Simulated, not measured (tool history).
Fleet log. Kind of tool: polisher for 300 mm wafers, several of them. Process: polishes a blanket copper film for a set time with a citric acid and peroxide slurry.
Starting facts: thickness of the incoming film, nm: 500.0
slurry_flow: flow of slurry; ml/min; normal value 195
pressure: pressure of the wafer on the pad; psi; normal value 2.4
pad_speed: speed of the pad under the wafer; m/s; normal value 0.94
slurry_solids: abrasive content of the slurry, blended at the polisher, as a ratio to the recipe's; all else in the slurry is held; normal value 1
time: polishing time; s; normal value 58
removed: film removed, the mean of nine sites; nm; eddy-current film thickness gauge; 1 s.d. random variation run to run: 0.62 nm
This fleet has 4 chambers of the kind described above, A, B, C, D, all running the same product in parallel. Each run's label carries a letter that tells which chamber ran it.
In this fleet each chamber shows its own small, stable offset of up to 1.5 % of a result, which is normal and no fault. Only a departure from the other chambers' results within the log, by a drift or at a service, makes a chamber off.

run 1B hour=2.9 | slurry_flow=195 pressure=2.4 pad_speed=0.94 slurry_solids=1 time=58 | removed=94.732
-- hour=3.6 chamber B: worn pad replaced by a new one
run 2C hour=5.3 | slurry_flow=195 pressure=2.4 pad_speed=0.94 slurry_solids=1 time=58 | removed=94.34
-- hour=6.7 chamber B: head pressure recalibrated
run 3A hour=8.2 | slurry_flow=195 pressure=2.4 pad_speed=0.94 slurry_solids=1 time=58 | removed=94.939
run 4D hour=12.3 | slurry_flow=195 pressure=2.4 pad_speed=0.94 slurry_solids=1 time=58 | removed=96.105
run 5C hour=15.7 | slurry_flow=195 pressure=2.4 pad_speed=0.94 slurry_solids=0.8 time=58 | removed=89.854
run 6D hour=20.5 | slurry_flow=195 pressure=2.4 pad_speed=0.94 slurry_solids=0.8 time=58 | removed=90.533
run 7B hour=25.5 | slurry_flow=195 pressure=2.4 pad_speed=0.94 slurry_solids=0.8 time=58 | removed=90.056
run 8A hour=29.9 | slurry_flow=195 pressure=2.4 pad_speed=0.94 slurry_solids=0.8 time=58 | removed=91.13
run 9B hour=33.1 | slurry_flow=140 pressure=2.4 pad_speed=0.94 slurry_solids=1 time=58 | removed=89.733
run 10C hour=36.2 | slurry_flow=140 pressure=2.4 pad_speed=0.94 slurry_solids=1 time=58 | removed=88.094
run 11D hour=40.8 | slurry_flow=140 pressure=2.4 pad_speed=0.94 slurry_solids=1 time=58 | removed=90.341
run 12A hour=44.7 | slurry_flow=140 pressure=2.4 pad_speed=0.94 slurry_solids=1 time=58 | removed=90.016
run 13D hour=47.7 | slurry_flow=195 pressure=2.4 pad_speed=0.94 slurry_solids=1 time=58 | removed=96.412
run 14B hour=52.6 | slurry_flow=195 pressure=2.4 pad_speed=0.94 slurry_solids=1 time=58 | removed=94.665
run 15A hour=57 | slurry_flow=195 pressure=2.4 pad_speed=0.94 slurry_solids=1 time=58 | removed=94.614
-- hour=59.5 chamber C: worn pad replaced by a new one
run 16C hour=59.9 | slurry_flow=230 pressure=2.4 pad_speed=0.94 slurry_solids=1 time=42 | removed=69.726
run 17C hour=62.9 | slurry_flow=230 pressure=2.4 pad_speed=0.94 slurry_solids=1 time=42 | removed=69.283
run 18D hour=66.3 | slurry_flow=230 pressure=2.4 pad_speed=0.94 slurry_solids=1 time=42 | removed=71.237
-- hour=67.3 chamber B: worn pad replaced by a new one
run 19B hour=70.3 | slurry_flow=230 pressure=2.4 pad_speed=0.94 slurry_solids=1 time=42 | removed=69.379
run 20A hour=73.9 | slurry_flow=195 pressure=2.4 pad_speed=0.8 slurry_solids=1 time=58 | removed=81.559
-- hour=74.9 chamber D: head pressure recalibrated
run 21A hour=77.5 | slurry_flow=195 pressure=2.4 pad_speed=0.8 slurry_solids=1 time=58 | removed=82.305
run 22B hour=82.1 | slurry_flow=195 pressure=2.4 pad_speed=0.8 slurry_solids=1 time=58 | removed=81.305
run 23D hour=85 | slurry_flow=195 pressure=2.4 pad_speed=0.8 slurry_solids=1 time=58 | removed=82.909
-- hour=86.7 chamber A: slurry nozzle cleaned
run 24C hour=87.3 | slurry_flow=195 pressure=2.4 pad_speed=0.94 slurry_solids=1 time=58 | removed=93.915
run 25C hour=91 | slurry_flow=195 pressure=2.4 pad_speed=0.94 slurry_solids=1 time=58 | removed=94.529
-- hour=93.3 chamber A: worn pad replaced by a new one
run 26B hour=94.9 | slurry_flow=195 pressure=2.4 pad_speed=0.94 slurry_solids=1 time=58 | removed=94.231
-- hour=99.9 chamber B: slurry blender recalibrated
run 27D hour=100 | slurry_flow=195 pressure=2.4 pad_speed=0.94 slurry_solids=1 time=58 | removed=96.31
-- hour=101.3 chamber A: slurry blender recalibrated
run 28A hour=102.7 | slurry_flow=195 pressure=2.4 pad_speed=0.94 slurry_solids=1 time=58 | removed=96.827
run 29D hour=107.7 | slurry_flow=195 pressure=2.4 pad_speed=0.94 slurry_solids=1 time=58 | removed=95.098
run 30A hour=110.6 | slurry_flow=195 pressure=2.4 pad_speed=0.94 slurry_solids=1 time=58 | removed=96.203
run 31C hour=115.6 | slurry_flow=195 pressure=2.4 pad_speed=0.94 slurry_solids=1 time=58 | removed=93.83
run 32B hour=118.1 | slurry_flow=195 pressure=2.4 pad_speed=0.94 slurry_solids=1 time=58 | removed=93.699
run 33C hour=122 | slurry_flow=195 pressure=2.4 pad_speed=0.94 slurry_solids=1 time=58 | removed=93.62
-- hour=125.3 chamber D: worn pad replaced by a new one
run 34D hour=125.6 | slurry_flow=195 pressure=2.4 pad_speed=0.8 slurry_solids=1 time=49 | removed=69.197
run 35B hour=129.1 | slurry_flow=195 pressure=2.4 pad_speed=0.8 slurry_solids=1 time=49 | removed=67.624
run 36A hour=133.2 | slurry_flow=195 pressure=2.4 pad_speed=0.8 slurry_solids=1 time=49 | removed=71.361
run 37A hour=136.8 | slurry_flow=195 pressure=2.4 pad_speed=0.8 slurry_solids=1 time=49 | removed=71.694
-- hour=137.3 chamber C: worn pad replaced by a new one
-- hour=139.1 chamber C: slurry blender recalibrated
run 38D hour=141.2 | slurry_flow=195 pressure=2.4 pad_speed=0.94 slurry_solids=1 time=58 | removed=96.375
run 39C hour=146.2 | slurry_flow=195 pressure=2.4 pad_speed=0.94 slurry_solids=1 time=58 | removed=94.526
-- hour=147.6 chamber B: worn pad replaced by a new one
run 40B hour=150.9 | slurry_flow=195 pressure=2.4 pad_speed=0.94 slurry_solids=1 time=58 | removed=95.023
run 41D hour=153.3 | slurry_flow=195 pressure=2.4 pad_speed=0.94 slurry_solids=1 time=58 | removed=96.162
run 42B hour=158.4 | slurry_flow=195 pressure=2.4 pad_speed=0.94 slurry_solids=1 time=58 | removed=93.922

Predict what each chamber gives when all 4 of them run the settings below next.
run 43A hour=162.3 | slurry_flow=195 pressure=2.4 pad_speed=0.94 slurry_solids=1 time=58 | removed=?
run 43B hour=162.3 | slurry_flow=195 pressure=2.4 pad_speed=0.94 slurry_solids=1 time=58 | removed=?
run 43C hour=162.3 | slurry_flow=195 pressure=2.4 pad_speed=0.94 slurry_solids=1 time=58 | removed=?
run 43D hour=162.3 | slurry_flow=195 pressure=2.4 pad_speed=0.94 slurry_solids=1 time=58 | removed=?

run=43A removed=100.67
run=43B removed=95.003
run=43C removed=94.357
run=43D removed=95.664

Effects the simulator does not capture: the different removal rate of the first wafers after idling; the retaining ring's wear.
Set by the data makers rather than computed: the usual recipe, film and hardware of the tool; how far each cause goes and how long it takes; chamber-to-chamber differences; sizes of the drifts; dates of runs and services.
